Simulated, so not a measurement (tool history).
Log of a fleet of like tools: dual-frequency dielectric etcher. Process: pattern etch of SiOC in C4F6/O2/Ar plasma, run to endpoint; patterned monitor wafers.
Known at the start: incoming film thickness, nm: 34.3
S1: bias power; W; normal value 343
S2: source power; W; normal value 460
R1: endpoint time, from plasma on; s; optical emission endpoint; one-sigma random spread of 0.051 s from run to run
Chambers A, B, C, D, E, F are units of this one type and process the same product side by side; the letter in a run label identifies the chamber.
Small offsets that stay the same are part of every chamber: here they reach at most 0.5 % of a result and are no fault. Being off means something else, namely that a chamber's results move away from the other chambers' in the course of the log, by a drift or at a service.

run   hour   S1   S2      R1
       4.3  -- chamber F: wet clean of the chamber
 1A    6.9  343  460  12.549
 2B   13.4  343  460  12.612
 3D   23.3  343  460  12.574
 4E   32.4  343  460  12.531
 5F     38  343  460   12.58
 6C   44.5  343  460  12.483
 7A   49.7  420  510  11.235
 8E   55.9  420  510  11.223
 9F   65.9  420  510  11.308
10C     72  420  510  11.219
11D   77.6  420  510  11.262
12B   84.1  420  510  11.341
13B   91.4  374  460  12.286
14F   99.3  374  460  12.191
15D  107.9  374  460  12.223
16A  115.4  374  460  12.155
17E  121.5  374  460  11.956
18C  126.2  374  460   12.18
19E  132.6  343  460  12.267
20D  140.9  343  460  12.543
21F    150  412  400  12.368
22B  154.5  412  400  12.411
23C  161.3  412  400  12.332
24A  171.3  412  400  12.279
25B  176.7  412  400   12.48
26C  182.2  412  400  12.333
27D  191.1  343  460  12.613
28F  197.6  343  460  12.484
29E  203.6  343  460  12.179
30A    210  343  460  12.527
     214.4  -- chamber D: wet clean of the chamber
31E    217  343  460  12.152
32C  226.4  387  370  13.096
33A  232.8  387  370   13.06
34F  241.3  387  370   13.08
35B  250.2  387  370  13.127
36D  259.1  387  370   13.12
37E  264.7  387  370  12.427
38F  272.3  343  460  12.588
39A  277.5  397  460  11.836
40C  286.1  397  460  11.885

All chambers now run identical settings, listed one chamber a line with results as question marks. What results will each chamber show?
41A  293.3  343  530   ?
41B  293.3  343  530   ?
41C  293.3  343  530   ?
41D  293.3  343  530   ?
41E  293.3  343  530   ?
41F  293.3  343  530   ?

run      R1
41A   11.93
41B  11.927
41C  11.846
41D  11.884
41E  11.293
41F  11.867
